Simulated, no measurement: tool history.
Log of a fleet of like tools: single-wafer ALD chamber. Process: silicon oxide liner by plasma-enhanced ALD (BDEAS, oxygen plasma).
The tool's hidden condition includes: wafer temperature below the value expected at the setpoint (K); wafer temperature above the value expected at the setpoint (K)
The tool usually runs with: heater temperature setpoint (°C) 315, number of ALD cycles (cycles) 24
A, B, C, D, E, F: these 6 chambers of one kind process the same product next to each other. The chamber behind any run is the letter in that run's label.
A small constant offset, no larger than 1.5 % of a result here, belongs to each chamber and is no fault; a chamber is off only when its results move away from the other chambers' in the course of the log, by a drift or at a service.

run   hour  heater temperature setpoint (°C)  number of ALD cycles (cycles)  hours since the last thermocouple change  read-back reference wafer on the same gauge, thickness_nm  mean film thickness on the monitor wafer (angstrom)
 1A    5.0                               315                             24                                     369.8                                                     2.1001                                               22.018
 2E   11.3                               315                             24                                     166.8                                                     2.0989                                               21.790
 3B   18.4                               315                             24                                     326.2                                                     2.0985                                               22.062
 4F   22.6                               315                             24                                     577.3                                                     2.0994                                               21.661
 5D   29.4                               310                             28                                     133.5                                                     2.0977                                               25.383
 6C   34.9                               310                             28                                     384.5                                                     2.0987                                               25.925
 7E   42.7                               310                             28                                     198.2                                                     2.0977                                               25.597
 8C   49.9                               310                             28                                     399.5                                                     2.0974                                               25.869
 9F   55.1                               310                             28                                     609.8                                                     2.0975                                               25.363
10D   60.1                               310                             28                                     164.2                                                     2.0967                                               25.333
11A   64.6                               315                             24                                     429.4                                                     2.0960                                               21.970
12B   70.4                               315                             24                                     378.2                                                     2.0959                                               22.081
13E   76.0                               315                             24                                     231.5                                                     2.0953                                               21.756
14D   83.7                               315                             24                                     187.8                                                     2.0948                                               21.574
15A   90.9                               315                             24                                     455.7                                                     2.0942                                               21.912
16B   96.8                               315                             24                                     404.6                                                     2.0939                                               21.987
17C  100.9                               315                             24                                     450.5                                                     2.0927                                               21.881
18F  107.0                               315                             24                                     661.7                                                     2.0930                                               21.560
19D  110.8                               315                             24                                     214.9                                                     2.0930                                               21.557
20A  117.7                               315                             24                                     482.5                                                     2.0934                                               21.804
21B  125.1                               315                             24                                     432.9                                                     2.0913                                               22.013
22E  131.2                               315                             24                                     286.7                                                     2.0916                                               21.708
23F  138.9                               315                             24                                     693.6                                                     2.0917                                               21.580
24C  146.7                               315                             24                                     496.3                                                     2.0901                                               21.937
25A  150.8                               315                             24                                     515.6                                                     2.0904                                               21.860
26D  154.7                               315                             24                                     258.8                                                     2.0905                                               21.473
27F  159.2                               315                             24                                     713.9                                                     2.0901                                               21.548
28C  163.6                               315                             22                                     513.2                                                     2.0895                                               20.118
29E  169.1                               315                             22                                     324.6                                                     2.0897                                               19.944
30B  175.0                               315                             22                                     482.8                                                     2.0894                                               20.116
31C  183.1                               315                             22                                     532.7                                                     2.0883                                               20.131
32A  191.0                               315                             22                                     555.8                                                     2.0889                                               20.027
33F  196.7                               315                             22                                     751.4                                                     2.0885                                               19.709
34E  202.7                               315                             24                                     358.2                                                     2.0865                                               21.752
35B  210.2                               315                             24                                     518.0                                                     2.0872                                               21.923
36D  216.1                               315                             24                                     320.2                                                     2.0873                                               21.467

One chamber off, gauge drift, or nothing amiss beyond the chambers' own small offsets? If it is a chamber, which one, and what is the likeliest cause?

Gauge drift. The chambers move together only on paper, and none stands off.
Likeliest cause: gauge reads low (%) = 0.663.
